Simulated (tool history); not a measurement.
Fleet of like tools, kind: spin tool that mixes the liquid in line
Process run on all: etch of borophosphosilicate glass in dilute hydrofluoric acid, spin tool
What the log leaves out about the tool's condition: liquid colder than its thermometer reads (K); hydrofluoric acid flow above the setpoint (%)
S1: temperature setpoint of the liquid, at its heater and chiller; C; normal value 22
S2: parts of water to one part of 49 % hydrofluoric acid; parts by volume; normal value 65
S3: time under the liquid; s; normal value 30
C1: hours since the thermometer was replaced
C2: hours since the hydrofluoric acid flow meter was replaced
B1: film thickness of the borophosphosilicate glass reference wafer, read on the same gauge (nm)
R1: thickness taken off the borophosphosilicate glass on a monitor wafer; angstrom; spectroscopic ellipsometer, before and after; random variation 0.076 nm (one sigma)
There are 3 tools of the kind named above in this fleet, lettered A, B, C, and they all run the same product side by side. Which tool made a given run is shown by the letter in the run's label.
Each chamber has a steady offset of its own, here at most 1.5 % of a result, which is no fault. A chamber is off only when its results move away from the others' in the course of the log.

{"run": "1A", "day": 0.246, "S1": 22, "S2": 65, "S3": 30, "C1": 1703.7, "C2": 689.9, "B1": 80.033, "R1": 225.1}
{"run": "2C", "day": 0.588, "S1": 22, "S2": 65, "S3": 30, "C1": 1183.7, "C2": 1268.4, "B1": 80.022, "R1": 224.49}
{"run": "3B", "day": 0.875, "S1": 22, "S2": 65, "S3": 30, "C1": 97.8, "C2": 136.3, "B1": 79.984, "R1": 221.22}
{"run": "4C", "day": 1.196, "S1": 22, "S2": 65, "S3": 30, "C1": 1198.3, "C2": 1283, "B1": 80.023, "R1": 224.89}
{"run": "5B", "day": 1.688, "S1": 22, "S2": 65, "S3": 30, "C1": 117.3, "C2": 155.8, "B1": 80.013, "R1": 220.24}
{"run": "6A", "day": 2.212, "S1": 22, "S2": 65, "S3": 30, "C1": 1750.9, "C2": 737.1, "B1": 79.989, "R1": 225.08}
{"run": "7C", "day": 2.758, "S1": 22, "S2": 65, "S3": 30, "C1": 1235.8, "C2": 1320.5, "B1": 80.029, "R1": 224.21}
{"run": "8A", "day": 3.021, "S1": 22, "S2": 65, "S3": 30, "C1": 1770.3, "C2": 756.5, "B1": 80.019, "R1": 223.48}
{"run": "9B", "day": 3.475, "S1": 22, "S2": 65, "S3": 30, "C1": 160.2, "C2": 198.7, "B1": 79.974, "R1": 221.65}
{"run": "10C", "day": 3.862, "S1": 22, "S2": 65, "S3": 30, "C1": 1262.3, "C2": 1347, "B1": 79.997, "R1": 226.32}
{"run": "11B", "day": 4.396, "S1": 22, "S2": 65, "S3": 30, "C1": 182.3, "C2": 220.8, "B1": 80.01, "R1": 221.31}
{"run": "12A", "day": 4.683, "S1": 22, "S2": 65, "S3": 30, "C1": 1810.2, "C2": 796.4, "B1": 80.035, "R1": 224.26}
{"run": "13B", "day": 5.042, "S1": 22, "S2": 65, "S3": 30, "C1": 197.8, "C2": 236.3, "B1": 80.033, "R1": 221.01}
{"run": "14C", "day": 5.429, "S1": 22, "S2": 65, "S3": 30, "C1": 1299.9, "C2": 1384.6, "B1": 80.039, "R1": 225.57}
{"run": "15A", "day": 5.825, "S1": 22, "S2": 50, "S3": 30, "C1": 1837.6, "C2": 823.8, "B1": 80.029, "R1": 298.76}
{"run": "16A", "day": 6.179, "S1": 22, "S2": 50, "S3": 30, "C1": 1846.1, "C2": 832.3, "B1": 79.96, "R1": 301.03}
{"run": "17B", "day": 6.488, "S1": 22, "S2": 50, "S3": 30, "C1": 232.5, "C2": 271, "B1": 79.994, "R1": 293.05}
{"run": "18C", "day": 7.029, "S1": 22, "S2": 65, "S3": 30, "C1": 1338.3, "C2": 1423, "B1": 79.97, "R1": 225.25}
{"run": "19B", "day": 7.462, "S1": 22, "S2": 65, "S3": 30, "C1": 255.9, "C2": 294.4, "B1": 79.96, "R1": 222.3}
{"run": "20C", "day": 7.996, "S1": 22, "S2": 65, "S3": 30, "C1": 1361.5, "C2": 1446.2, "B1": 80.012, "R1": 225.99}
{"run": "21A", "day": 8.446, "S1": 22, "S2": 65, "S3": 30, "C1": 1900.5, "C2": 886.7, "B1": 79.988, "R1": 225.52}
{"day": 8.996, "done": "chamber A: thermometer replaced"}
{"run": "22C", "day": 9.004, "S1": 22, "S2": 65, "S3": 30, "C1": 1385.7, "C2": 1470.4, "B1": 80.009, "R1": 225.25}
{"run": "23B", "day": 9.554, "S1": 19.5, "S2": 65, "S3": 35, "C1": 306.1, "C2": 344.6, "B1": 79.974, "R1": 232.39}
{"run": "24A", "day": 9.925, "S1": 19.5, "S2": 65, "S3": 35, "C1": 22.3, "C2": 922.2, "B1": 79.971, "R1": 235.32}
{"run": "25A", "day": 10.462, "S1": 19.5, "S2": 65, "S3": 35, "C1": 35.2, "C2": 935.1, "B1": 80.046, "R1": 235.86}
{"run": "26B", "day": 10.712, "S1": 22, "S2": 65, "S3": 30, "C1": 333.9, "C2": 372.4, "B1": 79.961, "R1": 220.58}
{"run": "27C", "day": 10.992, "S1": 22, "S2": 65, "S3": 30, "C1": 1433.4, "C2": 1518.1, "B1": 80, "R1": 225.6}
{"run": "28C", "day": 11.525, "S1": 22, "S2": 65, "S3": 30, "C1": 1446.2, "C2": 1530.9, "B1": 80.028, "R1": 225.43}
{"run": "29A", "day": 11.9, "S1": 22, "S2": 65, "S3": 30, "C1": 69.7, "C2": 969.6, "B1": 80.015, "R1": 224.17}
{"run": "30B", "day": 12.188, "S1": 22, "S2": 65, "S3": 30, "C1": 369.3, "C2": 407.8, "B1": 80.007, "R1": 221.76}
{"run": "31C", "day": 12.5, "S1": 22, "S2": 65, "S3": 30, "C1": 1469.6, "C2": 1554.3, "B1": 79.996, "R1": 225.02}
{"run": "32B", "day": 12.896, "S1": 22, "S2": 65, "S3": 30, "C1": 386.3, "C2": 424.8, "B1": 80.001, "R1": 221.55}
{"run": "33A", "day": 13.392, "S1": 22, "S2": 65, "S3": 30, "C1": 105.5, "C2": 1005.4, "B1": 80.01, "R1": 224.74}
{"run": "34C", "day": 13.671, "S1": 22, "S2": 65, "S3": 30, "C1": 1497.7, "C2": 1582.4, "B1": 80.017, "R1": 225.18}
{"run": "35B", "day": 14.158, "S1": 22, "S2": 65, "S3": 30, "C1": 416.6, "C2": 455.1, "B1": 79.976, "R1": 221.44}
{"run": "36A", "day": 14.65, "S1": 22, "S2": 65, "S3": 30, "C1": 135.7, "C2": 1035.6, "B1": 79.994, "R1": 224.71}
{"run": "37C", "day": 15.088, "S1": 22, "S2": 65, "S3": 30, "C1": 1531.7, "C2": 1616.4, "B1": 79.971, "R1": 224.82}

Is one chamber out of step, is the gauge drifting, or do the chambers differ by no more than their own small offsets? For an off chamber, give its letter and the likeliest cause.

Nothing is wrong: each chamber keeps only its own small, steady offset and the gauge holds still.
